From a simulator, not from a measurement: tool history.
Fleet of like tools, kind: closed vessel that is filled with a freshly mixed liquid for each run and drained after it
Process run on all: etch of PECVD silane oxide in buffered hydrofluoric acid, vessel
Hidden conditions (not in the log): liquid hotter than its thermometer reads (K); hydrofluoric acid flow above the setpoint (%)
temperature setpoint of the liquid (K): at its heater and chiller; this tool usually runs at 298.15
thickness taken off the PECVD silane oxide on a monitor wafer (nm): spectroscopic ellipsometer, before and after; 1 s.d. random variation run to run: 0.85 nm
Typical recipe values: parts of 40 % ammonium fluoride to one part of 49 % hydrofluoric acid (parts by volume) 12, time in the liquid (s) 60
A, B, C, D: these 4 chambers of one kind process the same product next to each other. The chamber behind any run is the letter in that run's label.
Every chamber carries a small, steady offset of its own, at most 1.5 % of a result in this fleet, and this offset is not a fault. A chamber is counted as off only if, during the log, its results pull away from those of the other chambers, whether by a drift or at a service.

run,hour,temperature setpoint of the liquid (K),parts of 40 % ammonium fluoride to one part of 49 % hydrofluoric acid (parts by volume),time in the liquid (s),hours since the thermometer was replaced,hours since the hydrofluoric acid flow meter was replaced,"read-back film thickness of the PECVD silane oxide reference wafer, read on the same gauge (nm)",thickness taken off the PECVD silane oxide on a monitor wafer (nm)
1D,5.3,298.15,12,60,1010.3,420.6,119.93,216.7
2B,11.7,298.15,12,60,1704,1898.1,120.02,219.36
3A,19.3,298.15,12,60,565.4,367.2,119.98,216.41
4C,29,298.15,12,60,824.1,918.3,119.98,221.12
5C,34.1,298.15,12,60,829.2,923.4,120.01,219.71
6D,39.5,298.15,12,60,1044.5,454.8,120.02,218.3
7A,43.9,298.15,12,60,590,391.8,120,216.87
8B,49.6,298.15,12,35,1741.9,1936,119.97,127.65
9D,57,298.15,12,35,1062,472.3,119.96,126.81
10C,62.3,298.15,12,35,857.4,951.6,119.97,128.67
11B,69.5,298.15,12,35,1761.8,1955.9,120.06,127.34
12A,77,298.15,12,60,623.1,424.9,120.01,217.04
13D,84.5,298.15,12,60,1089.5,499.8,119.98,216.05
14C,89.2,298.15,12,60,884.3,978.5,119.99,219.19
15A,97.2,298.15,12,60,643.3,445.1,120,216.8
16B,103.7,298.15,12,60,1796,1990.1,119.95,218.88
17B,108.5,301.65,12,35,1800.8,1994.9,119.98,154.63
18D,117.4,301.65,12,35,1122.4,532.7,120,152.83
19C,126.1,301.65,12,35,921.2,1015.4,120.01,156.62
20A,134.1,301.65,12,35,680.2,482,120.02,151.48
21A,144.2,298.15,12,60,690.3,492.1,119.98,215.78
22C,150.1,298.15,12,60,945.2,1039.4,120.03,221.14
23D,158.7,298.15,12,60,1163.7,574,120,216.09
24B,167.5,298.15,12,60,1859.8,2053.9,120.02,218.27
25D,177.5,298.15,12,60,1182.5,592.8,120.01,217.19
26B,182.3,298.15,12,60,1874.6,2068.7,120,217.86
27A,187.2,298.15,12,60,733.3,535.1,119.96,216.16
28C,193.6,298.15,12,60,988.7,1082.9,119.98,221.16
29A,201.3,298.15,12,60,747.4,549.2,119.97,215.31
30D,208.2,295.15,7.5,60,1213.2,623.5,120.02,285.42
31B,214.2,295.15,7.5,60,1906.5,2100.6,120,285.8
# hour 219.2: chamber B: hydrofluoric acid flow meter replaced
32C,221.9,295.15,7.5,60,1017,1111.2,119.94,288.17
# hour 222.2: chamber A: hydrofluoric acid flow meter replaced
33A,229.1,295.15,7.5,60,775.2,7,120.01,287.23
34C,236.9,298.15,12,60,1032,1126.2,120.04,220.04
35B,245.4,298.15,12,60,1937.7,26.2,119.98,219.27
36D,250.1,298.15,12,60,1255.1,665.4,120.03,216.7

Is one chamber off against the others, does the gauge drift, or is nothing wrong? If a chamber is off, say which, and what the likeliest cause is.

All chambers stay in line apart from their small fixed offsets, and the gauge does not drift.
